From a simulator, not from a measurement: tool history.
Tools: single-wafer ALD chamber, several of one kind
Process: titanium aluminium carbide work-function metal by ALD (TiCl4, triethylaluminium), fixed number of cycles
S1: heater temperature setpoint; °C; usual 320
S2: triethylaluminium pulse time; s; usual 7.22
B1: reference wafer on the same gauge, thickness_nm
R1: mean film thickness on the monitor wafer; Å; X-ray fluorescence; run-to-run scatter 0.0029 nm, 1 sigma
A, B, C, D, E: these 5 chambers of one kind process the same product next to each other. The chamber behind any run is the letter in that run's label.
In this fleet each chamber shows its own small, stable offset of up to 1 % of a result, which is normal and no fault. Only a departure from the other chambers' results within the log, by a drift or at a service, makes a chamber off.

run   hour   S1    S2      B1      R1
 1B      4  320  7.22  2.4705  20.816
 2C    9.5  320  7.22  2.4714  20.692
 3A   14.7  320  7.22  2.4706  20.466
 4E   19.7  320  7.22  2.4716  20.423
 5D   25.3  320  7.22  2.4728  20.589
 6E     30  320  7.22  2.4714  20.449
 7A     34  320  7.22  2.4722  20.453
 8C   38.6  320  7.22  2.4727  20.705
 9D   43.5  320  7.22  2.4735  20.569
10B   48.7  309  4.49  2.4745  17.018
11A   51.6  309  4.49  2.4736  16.781
12C   56.9  309  4.49  2.4743  16.929
13E   60.5  309  4.49  2.4744  16.739
14B   64.7  309  4.49  2.4746  17.064
15D   67.4  320  7.22  2.4741  20.546
16C   72.9  320  7.22   2.476   20.77
17B     78  320  7.22  2.4767  20.817
18E   82.8  320  7.22  2.4762  20.433
19D   85.4  320  7.22  2.4773  20.658
20A     88  320  7.22  2.4768  20.487
21E   92.1  320  7.22  2.4772  20.441
22D   96.7  320  7.22  2.4775  20.621
23B  100.7  320  7.22  2.4778  20.874
24A  105.5  320  9.26   2.478  21.487
25C  109.3  320  9.26  2.4779  21.713
26B    112  320  9.26  2.4793  21.831
27E  115.8  320  9.26   2.478  21.375
28C  119.3  320  9.26  2.4785  21.729
29A  124.2  320  7.22  2.4784  20.542
30D  129.5  320  7.22  2.4796  20.645
31B  133.2  320  7.22   2.479  20.832
32E  136.1  320  7.22  2.4798  20.505
33A  140.1  320  7.22   2.481  20.556
34C    145  320  7.22  2.4797  20.808
35D  148.6  320  7.22  2.4814   20.67
36A  152.1  320  7.22  2.4817   20.56
37E  156.1  320   8.1  2.4819  21.041
38D  160.3  320   8.1  2.4826  21.138
39C  165.5  320   8.1  2.4832  21.275
40B  168.2  320   8.1  2.4821  21.439
41C  171.6  320   8.1  2.4827  21.289
42D  175.9  320  7.22  2.4845  20.649
43A  178.9  329  8.18  2.4836  21.907
44B  182.2  329  8.18  2.4827  22.263

All 5 chambers run these settings next. Forecast each chamber's results:
45A  186.3  334  7.22       ?
45B  186.3  334  7.22       ?
45C  186.3  334  7.22       ?
45D  186.3  334  7.22       ?
45E  186.3  334  7.22       ?

run      R1
45A  21.743
45B   22.14
45C  21.923
45D   21.86
45E  21.678

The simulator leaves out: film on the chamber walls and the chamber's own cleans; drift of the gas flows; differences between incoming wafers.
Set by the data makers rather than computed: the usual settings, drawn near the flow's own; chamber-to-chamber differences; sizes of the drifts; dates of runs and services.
